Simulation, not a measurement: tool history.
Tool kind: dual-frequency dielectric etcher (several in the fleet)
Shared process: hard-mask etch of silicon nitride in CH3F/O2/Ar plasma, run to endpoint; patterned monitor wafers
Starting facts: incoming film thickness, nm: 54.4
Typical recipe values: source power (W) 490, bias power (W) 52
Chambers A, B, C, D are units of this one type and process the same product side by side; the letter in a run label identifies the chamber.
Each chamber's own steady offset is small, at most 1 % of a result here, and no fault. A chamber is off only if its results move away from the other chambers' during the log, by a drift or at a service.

{"run": "1B", "hour": 14.7, "source power (W)": 490, "bias power (W)": 52, "endpoint time (s)": 80.608}
{"run": "2A", "hour": 24.8, "source power (W)": 490, "bias power (W)": 52, "endpoint time (s)": 80.937}
{"run": "3C", "hour": 32.3, "source power (W)": 490, "bias power (W)": 52, "endpoint time (s)": 80.483}
{"run": "4D", "hour": 44.0, "source power (W)": 490, "bias power (W)": 52, "endpoint time (s)": 80.838}
{"hour": 45.1, "done": "chamber D: wet clean of the chamber"}
{"run": "5B", "hour": 55.8, "source power (W)": 490, "bias power (W)": 52, "endpoint time (s)": 80.729}
{"run": "6A", "hour": 67.8, "source power (W)": 490, "bias power (W)": 52, "endpoint time (s)": 80.275}
{"run": "7C", "hour": 74.8, "source power (W)": 490, "bias power (W)": 52, "endpoint time (s)": 80.365}
{"run": "8D", "hour": 83.3, "source power (W)": 490, "bias power (W)": 52, "endpoint time (s)": 80.618}
{"run": "9A", "hour": 93.4, "source power (W)": 490, "bias power (W)": 52, "endpoint time (s)": 80.124}
{"run": "10C", "hour": 105.1, "source power (W)": 490, "bias power (W)": 56, "endpoint time (s)": 77.952}
{"run": "11B", "hour": 116.7, "source power (W)": 490, "bias power (W)": 56, "endpoint time (s)": 79.394}
{"hour": 117.1, "done": "chamber D: bias power generator calibrated"}
{"run": "12D", "hour": 125.2, "source power (W)": 490, "bias power (W)": 56, "endpoint time (s)": 79.182}
{"hour": 132.0, "done": "chamber B: source power generator calibrated"}
{"run": "13A", "hour": 135.4, "source power (W)": 490, "bias power (W)": 56, "endpoint time (s)": 79.483}
{"run": "14D", "hour": 148.9, "source power (W)": 410, "bias power (W)": 63, "endpoint time (s)": 82.1}
{"run": "15B", "hour": 164.3, "source power (W)": 410, "bias power (W)": 63, "endpoint time (s)": 81.975}
{"hour": 173.8, "done": "chamber C: wet clean of the chamber"}
{"run": "16C", "hour": 174.8, "source power (W)": 410, "bias power (W)": 63, "endpoint time (s)": 80.731}
{"run": "17A", "hour": 188.3, "source power (W)": 410, "bias power (W)": 63, "endpoint time (s)": 83.108}
{"run": "18B", "hour": 195.6, "source power (W)": 490, "bias power (W)": 52, "endpoint time (s)": 81.235}
{"run": "19C", "hour": 206.9, "source power (W)": 490, "bias power (W)": 52, "endpoint time (s)": 80.438}
{"run": "20D", "hour": 214.1, "source power (W)": 490, "bias power (W)": 52, "endpoint time (s)": 80.548}
{"hour": 222.8, "done": "chamber B: wet clean of the chamber"}
{"run": "21A", "hour": 227.6, "source power (W)": 490, "bias power (W)": 52, "endpoint time (s)": 82.234}
{"run": "22D", "hour": 242.6, "source power (W)": 490, "bias power (W)": 52, "endpoint time (s)": 80.86}
{"run": "23C", "hour": 252.6, "source power (W)": 490, "bias power (W)": 52, "endpoint time (s)": 80.12}
{"run": "24B", "hour": 267.3, "source power (W)": 490, "bias power (W)": 52, "endpoint time (s)": 80.326}
{"run": "25A", "hour": 278.4, "source power (W)": 490, "bias power (W)": 52, "endpoint time (s)": 83.354}
{"run": "26D", "hour": 286.4, "source power (W)": 490, "bias power (W)": 52, "endpoint time (s)": 80.511}
{"run": "27C", "hour": 300.0, "source power (W)": 490, "bias power (W)": 52, "endpoint time (s)": 80.2}
{"run": "28B", "hour": 307.4, "source power (W)": 370, "bias power (W)": 48, "endpoint time (s)": 92.502}
{"run": "29B", "hour": 321.1, "source power (W)": 370, "bias power (W)": 48, "endpoint time (s)": 92.849}
{"run": "30A", "hour": 336.6, "source power (W)": 370, "bias power (W)": 48, "endpoint time (s)": 96.114}
{"run": "31D", "hour": 347.7, "source power (W)": 370, "bias power (W)": 48, "endpoint time (s)": 92.995}
{"run": "32C", "hour": 358.9, "source power (W)": 490, "bias power (W)": 52, "endpoint time (s)": 80.631}
{"run": "33A", "hour": 367.1, "source power (W)": 490, "bias power (W)": 52, "endpoint time (s)": 84.237}

For the next run the whole fleet of 4 chambers uses the same settings. Give each chamber's results:
{"run": "34A", "hour": 378.3, "source power (W)": 490, "bias power (W)": 52, "endpoint time (s)": "?"}
{"run": "34B", "hour": 378.3, "source power (W)": 490, "bias power (W)": 52, "endpoint time (s)": "?"}
{"run": "34C", "hour": 378.3, "source power (W)": 490, "bias power (W)": 52, "endpoint time (s)": "?"}
{"run": "34D", "hour": 378.3, "source power (W)": 490, "bias power (W)": 52, "endpoint time (s)": "?"}

run=34A endpoint_time_(s)=84.393
run=34B endpoint_time_(s)=81.337
run=34C endpoint_time_(s)=80.022
run=34D endpoint_time_(s)=80.862
